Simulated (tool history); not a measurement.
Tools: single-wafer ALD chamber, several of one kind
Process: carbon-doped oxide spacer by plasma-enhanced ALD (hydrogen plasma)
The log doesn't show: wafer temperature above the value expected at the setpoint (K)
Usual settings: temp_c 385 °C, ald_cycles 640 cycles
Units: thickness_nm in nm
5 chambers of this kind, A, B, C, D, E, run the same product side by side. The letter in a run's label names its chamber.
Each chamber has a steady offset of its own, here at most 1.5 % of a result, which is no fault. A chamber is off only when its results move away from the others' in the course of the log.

run	hour	temp_c	ald_cycles	hours since the last thermocouple change	read-back reference wafer on the same gauge, thickness_nm	thickness_nm
1E	7.7	385	640	487	32.5	31.93
# hour 16.6: chamber A: thermocouple changed; heater temperature recalibrated
2D	20.6	385	640	509.4	32.484	31.655
3A	28.4	385	640	11.9	32.483	31.985
4B	42.3	385	640	1346.7	32.473	31.954
5C	55.5	385	640	2772.4	32.472	31.975
# hour 67.8: chamber C: thermocouple changed; heater temperature recalibrated
6E	71.6	385	640	550.9	32.471	31.842
7C	86.7	385	640	19	32.458	32.018
8B	96.6	385	640	1401	32.447	31.929
9A	111.5	385	640	95	32.452	31.996
10D	123.6	385	640	612.4	32.425	31.594
11A	136.5	385	640	120	32.433	31.961
12D	146.5	385	640	635.3	32.421	31.631
13E	160.1	385	640	639.4	32.419	31.752
14B	169	376	713	1473.4	32.414	35.498
15C	176.1	376	713	108.4	32.406	35.522
16A	184.4	376	713	167.9	32.412	35.559
17B	193.3	376	713	1497.7	32.413	35.492
18C	206.9	376	713	139.2	32.405	35.655
19D	218.4	399	640	707.2	32.386	31.605
20E	227.2	399	640	706.5	32.378	31.66
21D	239	399	640	727.8	32.375	31.615
22B	249.8	399	640	1554.2	32.378	31.845
23E	261.2	399	640	740.5	32.372	31.706
24A	272.6	385	640	256.1	32.369	31.876
25C	286.5	385	640	218.8	32.356	31.857
26E	295.6	385	640	774.9	32.348	31.696
27A	308	385	640	291.5	32.364	31.892
28D	319.8	385	640	808.6	32.346	31.55
29C	335.9	385	640	268.2	32.343	31.841
30B	345.6	385	640	1650	32.338	31.803

Is one chamber off against the others, does the gauge drift, or is nothing wrong? If a chamber is off, say which, and what the likeliest cause is.

The gauge drifts, so all chambers seem to drift together. No chamber is off.
Cause: gauge reads low (%) = 0.545.
